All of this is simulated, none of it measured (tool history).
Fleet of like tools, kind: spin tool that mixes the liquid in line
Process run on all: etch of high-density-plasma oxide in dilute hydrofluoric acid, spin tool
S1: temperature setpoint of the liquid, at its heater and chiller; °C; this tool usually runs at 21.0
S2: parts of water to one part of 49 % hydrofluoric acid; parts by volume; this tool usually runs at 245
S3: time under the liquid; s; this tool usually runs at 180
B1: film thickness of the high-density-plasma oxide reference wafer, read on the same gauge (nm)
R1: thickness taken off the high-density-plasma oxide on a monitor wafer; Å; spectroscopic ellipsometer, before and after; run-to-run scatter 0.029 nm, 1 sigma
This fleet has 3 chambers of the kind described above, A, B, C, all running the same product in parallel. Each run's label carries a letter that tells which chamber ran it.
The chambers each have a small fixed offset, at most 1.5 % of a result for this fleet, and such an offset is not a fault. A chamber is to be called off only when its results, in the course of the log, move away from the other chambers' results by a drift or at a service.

run   hour    S1   S2   S3      B1      R1
 1C    9.8  21.0  245  180  110.00  37.621
 2B   20.8  21.0  245  180  109.98  37.641
 3A   30.7  21.0  245  180  110.01  38.151
 4A   40.6  21.0  245  180  109.98  38.515
 5B   53.2  21.0  245  180  110.02  37.866
 6C   64.5  21.0  245  180  110.01  37.705
 7B   77.2  21.0  245  180  110.02  37.331
 8C   87.3  21.0  165  135  110.01  45.793
 9A   95.4  21.0  165  135  109.98  45.438
10C  107.2  21.0  165  135  109.99  45.495
11B  118.6  24.0  245  120  109.98  28.003
12A  130.2  24.0  245  120  110.00  28.195
13B  136.3  24.0  245  120  110.01  27.960
14C  142.6  21.0  245  180  109.97  37.777
15A  151.8  21.0  245  180  109.97  37.384
16B  161.6  21.0  245  180  109.98  38.100
17C  174.1  21.0  245  180  109.99  37.420
18A  185.6  21.0  245  180  110.00  37.562
19A  193.7  21.0  245  180  109.98  37.380
20C  200.2  21.0  245  180  110.00  37.714
21B  208.7  21.0  245  180  110.00  38.073
22C  216.0  21.0  245  180  109.97  37.668
23A  225.5  21.0  245  180  109.98  37.539
24B  232.5  21.0  245  180  109.97  37.642
25B  240.7  21.0  245  180  110.02  38.010
26C  247.7  21.0  245  180  110.04  37.524
27A  257.3  21.0  245  180  109.99  36.953
28C  264.1  21.0  245  180  110.00  37.552
29B  270.3  21.0  245  180  110.00  37.195
30A  280.7  21.0  245  180  110.00  36.177
31A  289.8  21.0  245  180  110.00  36.567
32B  301.1  21.0  245  180  109.99  38.036
33C  312.1  21.0  245  180  109.99  37.222
34A  322.8  18.5  155  180  110.02  57.588
35C  330.9  18.5  155  180  110.03  59.251
36B  339.2  18.5  155  180  109.99  58.782
37B  345.0  21.0  245  180  110.02  37.723
38A  355.0  21.0  245  180  110.01  36.096
39C  363.8  21.0  245  180  110.01  37.537
40A  371.1  21.0  245  180  109.99  35.644
41C  377.0  21.0  245  180  110.01  37.444
42B  387.5  21.0  245  180  109.97  37.419
43B  397.4  21.0  245  180  110.00  37.737
44A  405.8  21.0  245  180  109.99  35.529

What goes on in this fleet: one chamber off, a drifting gauge, or nothing beyond the chambers' own small offsets? Name the chamber and the cause, if any.

Little by little, chamber A moves away from the other chambers.
Most likely cause: hydrofluoric acid flow below the setpoint (%) = 4.54.
It could be hard to tell apart here from: liquid colder than its thermometer reads (K).

Below are 4 candidate recipes for chamber A's next run, each the usual settings with a change, their results shown as question marks. Which of them brings A's results back in line with what the other chambers give on the usual settings?
To be in line, a result may differ from the other chambers' mean on the usual settings by at most: R1 1.000 Å
45A-1  414.9  21.0  250  175       ?
45A-2  414.9  21.0  225  180       ?
45A-3  414.9  21.0  245  165       ?
45A-4  414.9  21.0  245  190       ?

Mean of the other chambers on the usual settings: R1 37.533 Å
  run      R1
45A-1  34.004
45A-2  39.766
45A-3  32.865
45A-4  37.845
45A-4 brings the chamber back in line.
